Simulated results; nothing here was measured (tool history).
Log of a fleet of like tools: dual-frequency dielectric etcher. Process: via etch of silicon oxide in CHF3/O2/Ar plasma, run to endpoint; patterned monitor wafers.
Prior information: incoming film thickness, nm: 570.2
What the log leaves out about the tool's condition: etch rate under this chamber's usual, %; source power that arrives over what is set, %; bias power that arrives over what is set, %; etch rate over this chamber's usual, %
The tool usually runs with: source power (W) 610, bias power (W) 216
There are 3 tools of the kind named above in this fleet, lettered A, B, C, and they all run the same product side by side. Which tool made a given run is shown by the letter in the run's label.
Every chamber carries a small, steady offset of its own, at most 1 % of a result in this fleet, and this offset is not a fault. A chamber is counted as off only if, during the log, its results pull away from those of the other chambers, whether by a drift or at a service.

run   hour  source power (W)  bias power (W)  hours since the last wet clean  hours since the last source power generator calibration  hours since the last bias power generator calibration  endpoint time (s)
 1B   13.4               610             216                           498.4                                                   2188.1                                                 2785.2             266.16
 2C   24.5               610             216                           137.4                                                   2265.6                                                 3722.6             263.89
 3A   33.6               610             216                           246.8                                                    114.1                                                 4328.3             269.61
      35.1  -- chamber B: wet clean of the chamber
 4B   42.0               610             216                             7.0                                                   2216.7                                                 2813.8             266.24
 5C   49.2               610             216                           162.1                                                   2290.3                                                 3747.3             267.03
      49.5  -- chamber B: bias power generator calibrated
 6A   56.9               610             216                           270.1                                                    137.4                                                 4351.6             269.71
 7B   66.3               610             216                            31.3                                                   2241.0                                                   16.9             266.12
 8C   73.8               610             216                           186.7                                                   2314.9                                                 3771.9             265.18
 9A   83.3               610             216                           296.5                                                    163.8                                                 4378.0             267.23
10C   91.8               610             216                           204.7                                                   2332.9                                                 3789.9             267.07
11A  100.5               610             216                           313.7                                                    181.0                                                 4395.2             269.70
12B  111.7               610             216                            76.7                                                   2286.4                                                   62.3             266.64
13A  118.8               610             216                           332.0                                                    199.3                                                 4413.5             268.39
14B  132.9               530             262                            97.9                                                   2307.6                                                   83.5             261.97
15C  147.0               530             262                           259.9                                                   2388.1                                                 3845.1             266.18
16C  157.9               530             262                           270.8                                                   2399.0                                                 3856.0             264.06
17B  171.0               700             257                           136.0                                                   2345.7                                                  121.6             238.26
18A  182.5               700             257                           395.7                                                    263.0                                                 4477.2             241.86
     194.0  -- chamber A: wet clean of the chamber
19C  197.5               700             257                           310.4                                                   2438.6                                                 3895.6             236.60
20B  208.3               610             216                           173.3                                                   2383.0                                                  158.9             268.63
21A  222.6               610             216                            28.6                                                    303.1                                                 4517.3             269.90
22B  232.6               610             216                           197.6                                                   2407.3                                                  183.2             264.75
23A  241.4               610             216                            47.4                                                    321.9                                                 4536.1             269.04

Predict what each chamber gives when all 3 of them run the settings below next.
24A  252.5               610             178                                                                                                                                                                  ?
24B  252.5               610             178                                                                                                                                                                  ?
24C  252.5               610             178                                                                                                                                                                  ?

run  endpoint time (s)
24A             283.76
24B             284.55
24C             284.22
